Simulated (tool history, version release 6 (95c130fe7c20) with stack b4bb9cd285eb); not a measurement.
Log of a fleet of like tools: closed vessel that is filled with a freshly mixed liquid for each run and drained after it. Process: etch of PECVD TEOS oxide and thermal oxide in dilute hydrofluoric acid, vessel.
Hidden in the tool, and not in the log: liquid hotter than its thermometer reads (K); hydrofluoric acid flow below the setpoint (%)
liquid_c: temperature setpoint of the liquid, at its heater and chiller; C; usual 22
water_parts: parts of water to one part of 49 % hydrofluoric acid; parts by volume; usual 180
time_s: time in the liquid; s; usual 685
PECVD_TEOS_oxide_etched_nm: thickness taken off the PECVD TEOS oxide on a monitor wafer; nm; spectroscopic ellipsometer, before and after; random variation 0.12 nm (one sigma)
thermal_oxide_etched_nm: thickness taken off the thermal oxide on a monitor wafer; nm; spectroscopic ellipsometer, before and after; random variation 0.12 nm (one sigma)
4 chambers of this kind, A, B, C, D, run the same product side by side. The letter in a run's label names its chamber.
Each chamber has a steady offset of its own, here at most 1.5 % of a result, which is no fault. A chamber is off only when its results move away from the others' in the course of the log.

run   hour  liquid_c  water_parts  time_s  hours since the thermometer was replaced  hours since the hydrofluoric acid flow meter was replaced  read-back film thickness of the PECVD TEOS oxide reference wafer, read on the same gauge (nm)  read-back film thickness of the thermal oxide reference wafer, read on the same gauge (nm)  PECVD_TEOS_oxide_etched_nm  thermal_oxide_etched_nm
 1B     10        22          180     685                                     868.3                                                      452.3                                                                                         49.995                                                                                      150.03                      35.343                   14.386
 2D   17.6        22          180     685                                     554.7                                                      156.4                                                                                         49.995                                                                                      150.01                      35.374                     14.6
 3C   23.4        22          180     685                                    2246.3                                                     1673.4                                                                                         50.008                                                                                      150.01                      35.703                   14.502
 4A   32.2        22          180     685                                     349.1                                                     1363.3                                                                                          50.01                                                                                      150.02                      35.331                   14.311
 5C   42.1        22          180     685                                      2265                                                     1692.1                                                                                         50.001                                                                                      149.99                      35.758                   14.343
 6B   51.7        22          180     685                                       910                                                        494                                                                                         50.001                                                                                      149.97                      35.717                   14.726
 7D   57.9        22          180     685                                       595                                                      196.7                                                                                         49.997                                                                                      150.01                      35.384                   14.583
 8A   64.3        26           95     685                                     381.2                                                     1395.4                                                                                         50.008                                                                                      150.01                       87.77                   35.853
 9A   69.7        26           95     685                                     386.6                                                     1400.8                                                                                         50.015                                                                                      150.01                      87.642                   35.579
10B   80.3        26           95     685                                     938.6                                                      522.6                                                                                         50.017                                                                                         150                      86.687                   35.878
11D     90        26           95     685                                     627.1                                                      228.8                                                                                         50.015                                                                                      150.02                      87.629                   35.737
12C     99        22          180     685                                    2321.9                                                       1749                                                                                         49.989                                                                                      149.99                      35.572                   14.426
13C  107.4        22          180     685                                    2330.3                                                     1757.4                                                                                             50                                                                                      150.06                      35.472                    14.45
14A  119.1        22          180     685                                       436                                                     1450.2                                                                                         50.003                                                                                         150                      35.194                   14.523
15D  127.2        22          180     685                                     664.3                                                        266                                                                                         50.003                                                                                      149.98                      35.364                   14.673
16B  132.8        22          180     685                                     991.1                                                      575.1                                                                                         50.006                                                                                      150.02                      35.571                   14.631
17C  139.2        22          180     685                                    2362.1                                                     1789.2                                                                                         50.022                                                                                         150                      35.628                    14.55
18B  144.5        22          180     685                                    1002.8                                                      586.8                                                                                         49.993                                                                                         150                      35.448                   14.482
19A  154.5        22          180     685                                     471.4                                                     1485.6                                                                                         49.992                                                                                      149.99                      35.388                   14.524
20D  165.2        22          180     685                                     702.3                                                        304                                                                                         50.009                                                                                         150                      35.693                   14.565
21D  174.3        22          180     685                                     711.4                                                      313.1                                                                                         50.011                                                                                      149.99                      35.609                   14.758
22C  179.9        22          180     685                                    2402.8                                                     1829.9                                                                                         49.977                                                                                      149.97                      35.608                   14.373
23B  190.2        22          180     685                                    1048.5                                                      632.5                                                                                         50.013                                                                                      150.01                      35.423                   14.534
24A  197.5        22          230     685                                     514.4                                                     1528.6                                                                                         50.006                                                                                      150.01                      26.077                   10.726
25A  205.5        22          230     685                                     522.4                                                     1536.6                                                                                          49.99                                                                                      149.99                      26.177                   10.726
26D    213        22          230     685                                     750.1                                                      351.8                                                                                         49.993                                                                                      150.02                      26.249                   10.667
27B  221.6        22          230     685                                    1079.9                                                      663.9                                                                                         49.986                                                                                      149.98                      26.375                   10.795
28C  230.1        22          180     685                                      2453                                                     1880.1                                                                                         49.985                                                                                      150.01                      35.817                   14.471
29B  240.9      23.5          245     685                                    1099.2                                                      683.2                                                                                         50.006                                                                                      150.01                      25.761                   10.536
30D  247.4      23.5          245     685                                     784.5                                                      386.2                                                                                         49.995                                                                                         150                      25.576                   10.445
31C  257.4      23.5          245     685                                    2480.3                                                     1907.4                                                                                         49.977                                                                                      150.02                      25.916                   10.594
32A  263.5      23.5          245     685                                     580.4                                                     1594.6                                                                                          50.01                                                                                      150.02                      25.719                   10.374
33B  272.6        22          140     350                                    1130.9                                                      714.9                                                                                         50.008                                                                                      150.02                      24.429                   9.8701
34C  282.6        22          140     350                                    2505.5                                                     1932.6                                                                                         49.983                                                                                      150.01                      24.379                   10.056
35A  290.2        22          140     350                                     607.1                                                     1621.3                                                                                         49.988                                                                                      149.96                      24.203                   9.9397
36D    300        22          140     350                                     837.1                                                      438.8                                                                                          50.01                                                                                         150                      24.498                   9.9153
37A  309.6        22          180     685                                     626.5                                                     1640.7                                                                                         49.992                                                                                      149.99                      35.397                   14.402
38C    315        22          180     685                                    2537.9                                                       1965                                                                                         50.005                                                                                      150.04                      35.917                   14.505
39B  326.1        22          180     685                                    1184.4                                                      768.4                                                                                         49.997                                                                                      150.04                       35.65                    14.63
40D  332.3        22          180     685                                     869.4                                                      471.1                                                                                         50.004                                                                                      149.98                      35.434                   14.614
41D  337.9      19.5          180     365                                       875                                                      476.7                                                                                         49.998                                                                                         150                      17.135                   7.0787
42B  343.6      19.5          180     365                                    1201.9                                                      785.9                                                                                         49.999                                                                                      149.98                      17.139                   7.1088

All 4 chambers run these settings next. Forecast each chamber's results:
43A  352.1        22          180     685                                                                                                                                                                                                                                                                                                                           ?                        ?
43B  352.1        22          180     685                                                                                                                                                                                                                                                                                                                           ?                        ?
43C  352.1        22          180     685                                                                                                                                                                                                                                                                                                                           ?                        ?
43D  352.1        22          180     685                                                                                                                                                                                                                                                                                                                           ?                        ?

run  PECVD_TEOS_oxide_etched_nm  thermal_oxide_etched_nm
43A                      35.274                   14.295
43B                      35.508                   14.527
43C                      35.884                   14.681
43D                      35.408                   14.676
